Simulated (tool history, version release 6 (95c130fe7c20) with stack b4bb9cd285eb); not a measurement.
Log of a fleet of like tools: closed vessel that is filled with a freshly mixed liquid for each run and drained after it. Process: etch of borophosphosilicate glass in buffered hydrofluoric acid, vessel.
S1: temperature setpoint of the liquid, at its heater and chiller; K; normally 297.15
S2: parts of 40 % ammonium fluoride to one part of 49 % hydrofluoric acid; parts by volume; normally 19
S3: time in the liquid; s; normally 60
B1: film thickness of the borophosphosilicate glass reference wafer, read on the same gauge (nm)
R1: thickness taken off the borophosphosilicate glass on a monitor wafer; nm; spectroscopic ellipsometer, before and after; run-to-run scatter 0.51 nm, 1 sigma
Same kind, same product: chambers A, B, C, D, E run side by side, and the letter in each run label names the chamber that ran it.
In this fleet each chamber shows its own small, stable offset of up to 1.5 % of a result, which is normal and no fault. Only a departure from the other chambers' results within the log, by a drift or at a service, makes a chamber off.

run	hour	S1	S2	S3	B1	R1
1D	6.3	297.15	19	60	50.002	54.498
2C	11	297.15	19	60	50.032	55.189
3E	15.1	297.15	19	60	50.015	56.867
4A	21.3	297.15	19	60	49.997	54.187
5B	25.6	297.15	19	60	49.978	57.256
# hour 26.9: chamber A: hydrofluoric acid flow meter replaced
6C	31.9	297.15	19	60	49.982	55.414
7D	36.1	297.15	19	60	50.025	55.454
8B	39.3	297.15	19	60	49.956	53.955
9A	44.2	297.15	19	60	49.993	54.898
10E	49.6	297.15	19	60	50.026	56.111
11E	54	295.15	19	60	49.989	49.609
12D	58.2	295.15	19	60	50.015	49.088
13B	64.2	295.15	19	60	50.013	48.836
# hour 64.9: chamber A: thermometer replaced
14A	69.6	295.15	19	60	50.028	50.112
15C	74.4	295.15	19	60	50.003	48.603
16B	79.4	297.15	19	60	50.007	54.129
17E	83.8	297.15	19	60	50.04	56.719
18A	88.9	297.15	19	60	49.996	55.573
19C	94.3	297.15	19	60	50.01	55.48
20D	97.6	297.15	19	60	50.001	55.068
21B	103.3	297.15	19	60	50.029	52.992
22A	106.5	297.15	19	60	49.984	55.017
23E	112.1	297.15	19	75	50.021	71.588
24C	115.6	297.15	19	75	50	68.856
25D	120	297.15	19	75	50.042	69.105
26B	123.4	297.15	19	75	50.017	64.643
27A	127.4	297.15	19	75	50.026	69.092
28E	130.8	297.15	19	60	50.03	56.17
29C	135	297.15	19	60	50.025	55.294
30D	141.3	297.15	19	60	50.023	55.015
31A	146.8	292.65	19	60	49.955	43.937
32E	151	292.65	19	60	50.013	44.454
# hour 153.5: chamber C: hydrofluoric acid flow meter replaced
33C	154.4	292.65	19	60	50.003	43.762
34D	158.9	292.65	19	60	49.985	43.65
35B	162.6	292.65	19	60	50.027	39.573
# hour 166.2: chamber D: hydrofluoric acid flow meter replaced
36A	167.8	297.15	19	60	50.03	55.195
37E	172.9	297.15	19	60	49.995	56.447
38D	176	297.15	19	60	50.008	54.404
39C	181	292.65	19	60	49.997	43.336
40B	184	292.65	19	60	50	38.251
41E	189.4	292.65	19	60	49.996	44.525
42B	192.8	292.65	19	60	50.008	38.299
43A	197.7	292.65	19	60	49.987	42.567

Each of the 5 chambers runs these same settings next. Fill in every chamber's results:
44A	202.3	297.15	19	60		?
44B	202.3	297.15	19	60		?
44C	202.3	297.15	19	60		?
44D	202.3	297.15	19	60		?
44E	202.3	297.15	19	60		?

run	R1
44A	56.291
44B	49.223
44C	55.22
44D	54.315
44E	56.819
